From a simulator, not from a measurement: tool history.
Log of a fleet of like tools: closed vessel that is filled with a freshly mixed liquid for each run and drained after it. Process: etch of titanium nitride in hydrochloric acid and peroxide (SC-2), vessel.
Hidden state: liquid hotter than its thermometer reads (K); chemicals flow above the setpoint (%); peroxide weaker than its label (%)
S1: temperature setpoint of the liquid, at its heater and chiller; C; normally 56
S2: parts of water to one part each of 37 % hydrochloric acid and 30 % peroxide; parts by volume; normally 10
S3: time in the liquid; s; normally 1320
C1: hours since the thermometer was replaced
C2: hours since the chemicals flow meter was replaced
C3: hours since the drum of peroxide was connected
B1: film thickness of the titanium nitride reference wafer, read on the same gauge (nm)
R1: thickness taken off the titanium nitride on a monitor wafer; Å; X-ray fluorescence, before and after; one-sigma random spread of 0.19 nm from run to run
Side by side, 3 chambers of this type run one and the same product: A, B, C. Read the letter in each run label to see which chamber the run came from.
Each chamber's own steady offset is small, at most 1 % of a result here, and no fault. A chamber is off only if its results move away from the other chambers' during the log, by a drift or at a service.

{"run": "1B", "day": 0.358, "S1": 56, "S2": 10, "S3": 1320, "C1": 721.1, "C2": 855.6, "C3": 1235.4, "B1": 39.985, "R1": 340.67}
{"run": "2A", "day": 0.704, "S1": 56, "S2": 10, "S3": 1320, "C1": 567.1, "C2": 1613, "C3": 323.4, "B1": 39.971, "R1": 337.38}
{"run": "3C", "day": 1.212, "S1": 56, "S2": 10, "S3": 1320, "C1": 665.4, "C2": 1283.3, "C3": 114.7, "B1": 40.067, "R1": 337.25}
{"run": "4A", "day": 1.517, "S1": 56, "S2": 10, "S3": 1320, "C1": 586.6, "C2": 1632.5, "C3": 342.9, "B1": 40.015, "R1": 338.85}
{"run": "5C", "day": 1.983, "S1": 56, "S2": 10, "S3": 1320, "C1": 683.9, "C2": 1301.8, "C3": 133.2, "B1": 40.005, "R1": 333.16}
{"day": 2.296, "done": "chamber A: new drum of peroxide connected"}
{"run": "6B", "day": 2.471, "S1": 56, "S2": 10, "S3": 1320, "C1": 771.8, "C2": 906.3, "C3": 1286.1, "B1": 40.024, "R1": 333.56}
{"run": "7A", "day": 2.908, "S1": 56, "S2": 10, "S3": 1320, "C1": 620, "C2": 1665.9, "C3": 14.7, "B1": 40.006, "R1": 333.12}
{"run": "8B", "day": 3.275, "S1": 56, "S2": 5, "S3": 1905, "C1": 791.1, "C2": 925.6, "C3": 1305.4, "B1": 39.975, "R1": 835.45}
{"run": "9C", "day": 3.658, "S1": 56, "S2": 5, "S3": 1905, "C1": 724.1, "C2": 1342, "C3": 173.4, "B1": 40.019, "R1": 826.94}
{"run": "10A", "day": 4.121, "S1": 56, "S2": 5, "S3": 1905, "C1": 649.1, "C2": 1695, "C3": 43.8, "B1": 40.001, "R1": 820.58}
{"run": "11B", "day": 4.442, "S1": 56, "S2": 10, "S3": 1320, "C1": 819.1, "C2": 953.6, "C3": 1333.4, "B1": 40.015, "R1": 338.94}
{"run": "12C", "day": 4.767, "S1": 56, "S2": 10, "S3": 1320, "C1": 750.7, "C2": 1368.6, "C3": 200, "B1": 39.972, "R1": 333.99}
{"run": "13A", "day": 5.138, "S1": 56, "S2": 10, "S3": 1320, "C1": 673.5, "C2": 1719.4, "C3": 68.2, "B1": 40.019, "R1": 338.62}
{"run": "14C", "day": 5.592, "S1": 56, "S2": 10, "S3": 1320, "C1": 770.5, "C2": 1388.4, "C3": 219.8, "B1": 39.988, "R1": 335.33}
{"run": "15B", "day": 6.029, "S1": 56, "S2": 10, "S3": 1320, "C1": 857.2, "C2": 991.7, "C3": 1371.5, "B1": 40.027, "R1": 336.8}
{"run": "16C", "day": 6.296, "S1": 56, "S2": 10, "S3": 1320, "C1": 787.4, "C2": 1405.3, "C3": 236.7, "B1": 39.992, "R1": 336.7}
{"run": "17A", "day": 6.679, "S1": 56, "S2": 10, "S3": 1320, "C1": 710.5, "C2": 1756.4, "C3": 105.2, "B1": 39.948, "R1": 342.27}
{"run": "18B", "day": 7.138, "S1": 51.5, "S2": 10, "S3": 1320, "C1": 883.8, "C2": 1018.3, "C3": 1398.1, "B1": 39.993, "R1": 249.4}
{"day": 7.388, "done": "chamber B: thermometer replaced"}
{"day": 7.467, "done": "chamber B: new drum of peroxide connected"}
{"run": "19B", "day": 7.646, "S1": 51.5, "S2": 10, "S3": 1320, "C1": 6.3, "C2": 1030.5, "C3": 4.3, "B1": 39.986, "R1": 248.63}
{"run": "20A", "day": 8.121, "S1": 51.5, "S2": 10, "S3": 1320, "C1": 745.1, "C2": 1791, "C3": 139.8, "B1": 39.954, "R1": 253.58}
{"run": "21C", "day": 8.483, "S1": 56, "S2": 13.5, "S3": 1320, "C1": 839.9, "C2": 1457.8, "C3": 289.2, "B1": 40.04, "R1": 260.01}
{"run": "22C", "day": 8.962, "S1": 56, "S2": 13.5, "S3": 1320, "C1": 851.4, "C2": 1469.3, "C3": 300.7, "B1": 39.979, "R1": 262.09}
{"run": "23B", "day": 9.367, "S1": 56, "S2": 13.5, "S3": 1320, "C1": 47.6, "C2": 1071.8, "C3": 45.6, "B1": 40.008, "R1": 260.5}
{"run": "24A", "day": 9.675, "S1": 56, "S2": 10, "S3": 1320, "C1": 782.4, "C2": 1828.3, "C3": 177.1, "B1": 40.045, "R1": 337.14}
{"run": "25A", "day": 10.025, "S1": 56, "S2": 10, "S3": 1320, "C1": 790.8, "C2": 1836.7, "C3": 185.5, "B1": 39.993, "R1": 339.58}
{"run": "26C", "day": 10.546, "S1": 56, "S2": 10, "S3": 1320, "C1": 889.4, "C2": 1507.3, "C3": 338.7, "B1": 39.972, "R1": 337.72}
{"run": "27B", "day": 11.1, "S1": 56, "S2": 10, "S3": 1320, "C1": 89.2, "C2": 1113.4, "C3": 87.2, "B1": 40.038, "R1": 337.21}
{"run": "28C", "day": 11.658, "S1": 56, "S2": 10, "S3": 1320, "C1": 916.1, "C2": 1534, "C3": 365.4, "B1": 40.012, "R1": 336.37}
{"run": "29A", "day": 11.996, "S1": 65, "S2": 10, "S3": 825, "C1": 838.1, "C2": 1884, "C3": 232.8, "B1": 39.998, "R1": 380.37}
{"run": "30B", "day": 12.304, "S1": 65, "S2": 10, "S3": 825, "C1": 118.1, "C2": 1142.3, "C3": 116.1, "B1": 39.981, "R1": 373.25}
{"run": "31A", "day": 12.758, "S1": 65, "S2": 10, "S3": 825, "C1": 856.4, "C2": 1902.3, "C3": 251.1, "B1": 40.018, "R1": 377.38}
{"run": "32C", "day": 13.05, "S1": 56, "S2": 10, "S3": 1320, "C1": 949.5, "C2": 1567.4, "C3": 398.8, "B1": 39.992, "R1": 334.44}
{"run": "33B", "day": 13.617, "S1": 56, "S2": 10, "S3": 1320, "C1": 149.6, "C2": 1173.8, "C3": 147.6, "B1": 40.034, "R1": 338.79}
{"run": "34A", "day": 13.921, "S1": 56, "S2": 10, "S3": 1320, "C1": 884.3, "C2": 1930.2, "C3": 279, "B1": 39.989, "R1": 348.02}
{"run": "35B", "day": 14.267, "S1": 65, "S2": 8, "S3": 1320, "C1": 165.2, "C2": 1189.4, "C3": 163.2, "B1": 39.994, "R1": 716.79}
{"day": 14.312, "done": "chamber A: chemicals flow meter replaced"}
{"run": "36C", "day": 14.521, "S1": 65, "S2": 8, "S3": 1320, "C1": 984.8, "C2": 1602.7, "C3": 434.1, "B1": 39.98, "R1": 717.76}
{"run": "37B", "day": 14.779, "S1": 65, "S2": 8, "S3": 1320, "C1": 177.5, "C2": 1201.7, "C3": 175.5, "B1": 39.981, "R1": 716.05}
{"run": "38A", "day": 15.246, "S1": 56, "S2": 10, "S3": 1320, "C1": 916.1, "C2": 22.5, "C3": 310.8, "B1": 39.995, "R1": 346.81}
{"run": "39C", "day": 15.783, "S1": 56, "S2": 10, "S3": 1320, "C1": 1015.1, "C2": 1633, "C3": 464.4, "B1": 39.966, "R1": 335.33}
{"day": 15.892, "done": "chamber C: thermometer replaced"}
{"run": "40B", "day": 16.275, "S1": 56, "S2": 10, "S3": 1320, "C1": 213.4, "C2": 1237.6, "C3": 211.4, "B1": 40.026, "R1": 338.72}
{"run": "41A", "day": 16.571, "S1": 56, "S2": 10, "S3": 1320, "C1": 947.9, "C2": 54.3, "C3": 342.6, "B1": 40.006, "R1": 349.5}
{"run": "42C", "day": 16.95, "S1": 56, "S2": 10, "S3": 1320, "C1": 25.5, "C2": 1661, "C3": 492.4, "B1": 40.026, "R1": 336.41}
{"run": "43B", "day": 17.5, "S1": 56, "S2": 10, "S3": 1320, "C1": 242.8, "C2": 1267, "C3": 240.8, "B1": 39.998, "R1": 335.86}

Next, all 3 chambers run the settings below, one line each with question marks for the results. What does each chamber give?
{"run": "44A", "day": 17.908, "S1": 56, "S2": 10, "S3": 1320, "R1": "?"}
{"run": "44B", "day": 17.908, "S1": 56, "S2": 10, "S3": 1320, "R1": "?"}
{"run": "44C", "day": 17.908, "S1": 56, "S2": 10, "S3": 1320, "R1": "?"}

run=44A R1=351.25
run=44B R1=339.34
run=44C R1=334.71
